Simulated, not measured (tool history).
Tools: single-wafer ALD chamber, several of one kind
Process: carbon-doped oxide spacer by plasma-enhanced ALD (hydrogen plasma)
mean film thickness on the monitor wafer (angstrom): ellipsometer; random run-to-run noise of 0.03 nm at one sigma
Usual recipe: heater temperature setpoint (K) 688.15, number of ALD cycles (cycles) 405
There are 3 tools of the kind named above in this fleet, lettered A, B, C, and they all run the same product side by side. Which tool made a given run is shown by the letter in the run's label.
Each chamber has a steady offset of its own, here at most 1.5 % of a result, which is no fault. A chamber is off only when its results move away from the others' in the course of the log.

run,day,heater temperature setpoint (K),number of ALD cycles (cycles),"read-back reference wafer on the same gauge, thickness_nm",mean film thickness on the monitor wafer (angstrom)
1C,0.508,688.15,405,15.791,195.74
2A,1.075,688.15,405,15.795,191.07
3B,1.617,688.15,405,15.788,192.09
4A,1.958,688.15,405,15.784,190.97
5C,2.312,688.15,405,15.779,195.30
6B,2.892,680.15,405,15.781,197.13
7B,3.329,680.15,405,15.783,197.03
8C,3.633,680.15,405,15.765,200.47
9A,3.983,688.15,405,15.772,190.91
10C,4.433,688.15,405,15.767,194.22
11B,4.888,688.15,405,15.758,191.90
12A,5.412,688.15,405,15.756,190.45
13C,5.692,688.15,405,15.755,195.11
14B,6.004,688.15,405,15.759,191.05
15A,6.338,688.15,405,15.748,190.80
16A,6.617,688.15,405,15.751,190.75
17B,7.104,688.15,405,15.746,191.37
18C,7.658,688.15,405,15.741,194.61
19B,7.938,688.15,405,15.734,191.12
20C,8.254,688.15,405,15.737,194.38
21A,8.529,688.15,405,15.729,190.92
22A,9.029,688.15,405,15.737,190.41
23B,9.521,688.15,405,15.726,191.64
24C,9.921,688.15,471,15.725,226.03
25A,10.317,688.15,471,15.723,221.44
26B,10.583,688.15,471,15.727,222.48
27C,10.942,688.15,405,15.719,194.42
28B,11.371,688.15,405,15.716,190.57
29C,11.883,688.15,405,15.708,193.80
30A,12.288,688.15,405,15.705,190.51
31C,12.833,688.15,405,15.702,194.08
32A,13.167,688.15,405,15.698,189.87

Which is it: a chamber that has drifted or been left off by a service, a gauge drift common to all chambers, or only each chamber's usual small offset? If a chamber is off, name it and its likeliest cause.

No chamber is off; the gauge reading every chamber's wafers drifts, which makes the whole fleet appear to move together.
Cause: gauge reads low (%) = 0.65.
